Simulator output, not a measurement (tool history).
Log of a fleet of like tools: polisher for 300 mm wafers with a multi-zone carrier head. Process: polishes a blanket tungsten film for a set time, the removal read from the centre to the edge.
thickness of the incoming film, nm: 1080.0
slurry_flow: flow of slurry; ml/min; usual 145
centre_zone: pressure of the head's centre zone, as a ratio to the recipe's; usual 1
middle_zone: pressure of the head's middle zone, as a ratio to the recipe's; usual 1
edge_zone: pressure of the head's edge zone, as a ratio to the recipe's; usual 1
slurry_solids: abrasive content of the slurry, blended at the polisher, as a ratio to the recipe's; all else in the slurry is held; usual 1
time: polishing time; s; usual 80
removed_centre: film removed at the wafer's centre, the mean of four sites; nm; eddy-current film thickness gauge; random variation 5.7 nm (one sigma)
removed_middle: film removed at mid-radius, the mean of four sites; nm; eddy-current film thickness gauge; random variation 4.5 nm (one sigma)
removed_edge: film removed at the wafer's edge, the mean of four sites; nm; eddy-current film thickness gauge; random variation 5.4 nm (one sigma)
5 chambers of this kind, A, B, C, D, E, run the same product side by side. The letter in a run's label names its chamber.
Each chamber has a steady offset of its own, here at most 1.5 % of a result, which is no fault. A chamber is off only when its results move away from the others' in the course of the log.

run   hour  slurry_flow  centre_zone  middle_zone  edge_zone  slurry_solids  time  wafers polished on this pad  hours since the slurry nozzle was cleaned  hours since the centre zone pressure was calibrated  hours since the edge zone pressure was calibrated  removed_centre  removed_middle  removed_edge
       5.7  -- chamber C: centre zone pressure recalibrated
 1B   11.6          145            1            1          1              1    80                          349                                      125.1                                                  150                                                672             408           410.6        413.28
 2A   20.8          145            1            1          1              1    80                          364                                      357.7                                                762.5                                               32.9          400.72          411.44        396.18
 3C   35.7          145            1            1          1              1    80                          939                                        246                                                 30.1                                             1157.4          401.59          407.76        413.31
 4E   42.8          145            1            1          1              1    80                          782                                      104.3                                                513.4                                               91.6           402.6          411.67        406.58
      43.6  -- chamber C: worn pad replaced by a new one
 5D   57.1          145            1            1          1              1    80                          688                                        316                                                564.5                                              104.6          415.28          402.32        407.08
      64.3  -- chamber B: worn pad replaced by a new one
 6D   71.9          145            1            1          1              1    80                          805                                      330.8                                                579.3                                              119.4          403.69          393.67        414.75
      75.9  -- chamber A: worn pad replaced by a new one
 7E   82.2          145            1            1          1              1    80                         1093                                      143.7                                                552.8                                                131          413.07           397.4        403.27
 8C   95.7          145            1            1          1              1    80                          411                                        306                                                 90.1                                             1217.4          405.12          410.34        414.41
      96.3  -- chamber E: worn pad replaced by a new one
 9B  107.8          145            1            1          1              1    80                          344                                      221.3                                                246.2                                              768.2          406.71          414.22        413.84
10A  114.8          145            1            1          1              1    80                          307                                      451.7                                                856.5                                              126.9          410.03          408.63        402.83
11A  128.3          145            1            1          1              1    80                          413                                      465.2                                                  870                                              140.4          404.11          408.06        409.47
12C  135.6          145            1            1          1              1    80                          726                                      345.9                                                  130                                             1257.3          399.77          409.58         413.1
     140.5  -- chamber B: worn pad replaced by a new one
13E  143.8          145            1            1          1              1    80                          375                                      205.3                                                614.4                                              192.6          415.31          405.42        402.57
14B  153.4          145            1            1          1              1    80                          102                                      266.9                                                291.8                                              813.8          406.03           404.3        398.78
15D  161.8          145            1            1          1              1    80                         1515                                      420.7                                                669.2                                              209.3          386.83          395.71        401.09
     162.6  -- chamber A: worn pad replaced by a new one
     171.5  -- chamber B: slurry nozzle cleaned
16E  175.6          145            1            1          1              1    80                          626                                      237.1                                                646.2                                              224.4          411.92          405.94         407.4
17C  188.3          145            1            1          1              1    80                         1142                                      398.6                                                182.7                                               1310          404.17          405.74        412.84
     189.2  -- chamber C: worn pad replaced by a new one
18D  196.2          145            1            1          1              1    80                         1786                                      455.1                                                703.6                                              243.7          379.17          380.62        382.36
     206.2  -- chamber E: slurry nozzle cleaned
19B    210          100            1            1          1              1    80                          549                                       38.5                                                348.4                                              870.4          355.74           377.6        376.55
20A  218.2          100            1            1          1              1    80                          439                                      555.1                                                959.9                                              230.3           367.5          377.29        383.91
21A  228.7          100            1            1          1              1    80                          522                                      565.6                                                970.4                                              240.8          378.45          370.13        378.84
     229.7  -- chamber B: worn pad replaced by a new one
     242.9  -- chamber A: slurry nozzle cleaned
22E  243.4          100            1            1          1              1    80                         1161                                       37.2                                                  714                                              292.2          373.22          371.08        379.92
     246.4  -- chamber E: centre zone pressure recalibrated
     253.3  -- chamber E: worn pad replaced by a new one
23D  255.4          100            1            1          1              1    80                         2253                                      514.3                                                762.8                                              302.9          342.22          341.94        357.14
     257.6  -- chamber D: centre zone pressure recalibrated
     260.6  -- chamber A: centre zone pressure recalibrated
     264.1  -- chamber A: worn pad replaced by a new one
24B  264.6          145            1            1          1              1    80                          275                                       93.1                                                  403                                                925          401.53          411.56        410.73
25C  274.1          145            1            1          1              1    80                          670                                      484.4                                                268.5                                             1395.8          404.34          408.59        407.06
26C  285.2          145            1            1       0.92              1    80                          758                                      495.5                                                279.6                                             1406.9          403.46           408.1        389.05
27A  298.3          145            1            1       0.92              1    80                          270                                       55.4                                                 37.7                                              310.4          406.72          402.05        389.85
28E  306.5          145            1            1       0.92              1    80                          420                                      100.3                                                 60.2                                              355.3          407.71          395.38        390.34
     309.3  -- chamber B: worn pad replaced by a new one
29D  319.4          145            1            1       0.92              1    80                         2759                                      578.3                                                 61.9                                              366.9          366.93          363.75        362.74
30B  333.8          145            1            1       0.92              1    80                          194                                      162.3                                                472.2                                              994.2          399.88          408.69        388.41
31A  343.4          145            1            1          1              1    80                          626                                      100.5                                                 82.8                                              355.5          396.51          402.26        403.95

Next, every chamber runs the same settings. What will each give?
32A  354.6          145            1            1          1            0.7    80                                                                                                                                                                                               ?               ?             ?
32B  354.6          145            1            1          1            0.7    80                                                                                                                                                                                               ?               ?             ?
32C  354.6          145            1            1          1            0.7    80                                                                                                                                                                                               ?               ?             ?
32D  354.6          145            1            1          1            0.7    80                                                                                                                                                                                               ?               ?             ?
32E  354.6          145            1            1          1            0.7    80                                                                                                                                                                                               ?               ?             ?

run  removed_centre  removed_middle  removed_edge
32A          370.38          375.44        380.96
32B          368.81          371.45        377.16
32C          368.16          376.82        367.99
32D          326.41          332.38        338.25
32E          374.34          372.36        374.41
